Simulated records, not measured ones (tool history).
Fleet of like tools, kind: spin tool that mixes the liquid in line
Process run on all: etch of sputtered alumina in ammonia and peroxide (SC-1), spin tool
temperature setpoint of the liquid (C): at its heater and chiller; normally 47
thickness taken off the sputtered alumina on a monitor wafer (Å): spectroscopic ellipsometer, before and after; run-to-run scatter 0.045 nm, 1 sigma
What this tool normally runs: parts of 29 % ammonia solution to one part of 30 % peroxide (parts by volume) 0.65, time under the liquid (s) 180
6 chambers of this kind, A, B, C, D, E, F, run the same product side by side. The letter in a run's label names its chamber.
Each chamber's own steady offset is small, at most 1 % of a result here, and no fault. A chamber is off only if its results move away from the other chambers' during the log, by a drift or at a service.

run	hour	temperature setpoint of the liquid (C)	parts of 29 % ammonia solution to one part of 30 % peroxide (parts by volume)	time under the liquid (s)	hours since the thermometer was replaced	hours since the ammonia flow meter was replaced	hours since the heated supply line was repaired	hours since the drum of ammonia solution was connected	read-back film thickness of the sputtered alumina reference wafer, read on the same gauge (nm)	thickness taken off the sputtered alumina on a monitor wafer (Å)
# hour 4.2: chamber A: new drum of ammonia solution connected
# hour 5.4: chamber F: ammonia flow meter replaced
1F	8.8	47	0.65	180	1058.4	3.5	218.3	487.3	109.99	98.953
# hour 9.7: chamber D: ammonia flow meter replaced
2D	16.6	47	0.65	180	1387.5	7	2115.9	202.2	110	100.13
3E	30.6	47	0.65	180	1641.6	231.7	2694.4	78	110	99.492
4C	42.1	47	0.65	180	164.4	847.5	2725.8	252.4	110.02	98.856
5A	48.5	47	0.65	180	251.5	1699.5	962.5	44.4	110.01	100.01
6B	59.3	47	0.65	180	817.4	281.4	442.4	303.2	110.01	99.276
7E	73.9	47	0.65	180	1684.9	275	2737.7	121.3	109.99	99.151
8F	84.2	47	0.65	180	1133.8	78.9	293.7	562.7	109.98	98.866
9D	96	47	0.65	180	1466.9	86.4	2195.3	281.6	110	99.248
10A	110.8	47	0.65	180	313.8	1761.8	1024.8	106.7	110.01	99.668
11B	119.1	47	0.65	180	877.2	341.2	502.2	363	109.99	99.272
12C	129.3	47	0.65	180	251.6	934.7	2813	339.6	110	100.57
13C	143.9	47	0.65	180	266.2	949.3	2827.6	354.2	110.01	99.76
14D	155.6	47	0.65	180	1526.5	146	2254.9	341.2	110.02	99.932
15A	168.9	47	0.65	180	371.9	1819.9	1082.9	164.8	110	100.25
# hour 174: chamber B: thermometer replaced
16F	176.2	47	0.65	180	1225.8	170.9	385.7	654.7	110	100.14
17B	185.1	43.5	0.9	180	11.1	407.2	568.2	429	110	83.824
18E	194.1	43.5	0.9	180	1805.1	395.2	2857.9	241.5	110	83.993
19D	207.8	43.5	0.9	180	1578.7	198.2	2307.1	393.4	110.01	84.427
# hour 210.2: chamber B: ammonia flow meter replaced
20E	217.5	43.5	0.9	180	1828.5	418.6	2881.3	264.9	110.02	84.289
# hour 224.1: chamber E: new drum of ammonia solution connected
21F	230.5	43.5	0.9	180	1280.1	225.2	440	709	110	83.646
22A	238	43.5	0.9	180	441	1889	1152	233.9	110	84.302
23C	248.9	47	0.65	140	371.2	1054.3	2932.6	459.2	110	77.769
# hour 263.1: chamber D: new drum of ammonia solution connected
24B	263.9	47	0.65	140	89.9	53.7	647	507.8	110.01	76.666
25C	272.7	47	0.65	140	395	1078.1	2956.4	483	110	77.226
26D	281.7	47	0.65	140	1652.6	272.1	2381	18.6	110	79.558
27B	288.5	47	0.65	140	114.5	78.3	671.6	532.4	109.99	76.43
# hour 300.1: chamber A: ammonia flow meter replaced
28E	300.7	47	0.65	140	1911.7	501.8	2964.5	76.6	109.97	77.357
29A	308.7	47	0.75	180	511.7	8.6	1222.7	304.6	110	100.97
30F	317.1	47	0.75	180	1366.7	311.8	526.6	795.6	110	99.825
# hour 328.4: chamber B: new drum of ammonia solution connected
31A	331.3	47	0.75	180	534.3	31.2	1245.3	327.2	109.99	100.74
# hour 336.9: chamber A: heated supply line repaired
32C	340.7	47	0.75	180	463	1146.1	3024.4	551	110	100.84
33E	352.9	47	0.75	180	1963.9	554	3016.7	128.8	109.98	101.42
34B	364.7	47	0.75	180	190.7	154.5	747.8	36.4	110	99.869
35F	376.8	47	0.65	180	1426.4	371.5	586.3	855.3	110	98.566
36D	384.8	47	0.65	180	1755.7	375.2	2484.1	121.7	110	103.91
37A	393.4	47	0.65	180	596.4	93.3	56.6	389.3	110.01	98.835
38D	403.6	47	0.65	180	1774.5	394	2502.9	140.5	110.01	104.56
39B	414.8	47	0.65	180	240.8	204.6	797.9	86.5	109.99	98.604

Predict what each chamber gives when all 6 of them run the settings below next.
40A	425.6	47	0.65	180						?
40B	425.6	47	0.65	180						?
40C	425.6	47	0.65	180						?
40D	425.6	47	0.65	180						?
40E	425.6	47	0.65	180						?
40F	425.6	47	0.65	180						?

run	thickness taken off the sputtered alumina on a monitor wafer (Å)
40A	100.24
40B	99.365
40C	100.87
40D	105.4
40E	99.233
40F	99.202

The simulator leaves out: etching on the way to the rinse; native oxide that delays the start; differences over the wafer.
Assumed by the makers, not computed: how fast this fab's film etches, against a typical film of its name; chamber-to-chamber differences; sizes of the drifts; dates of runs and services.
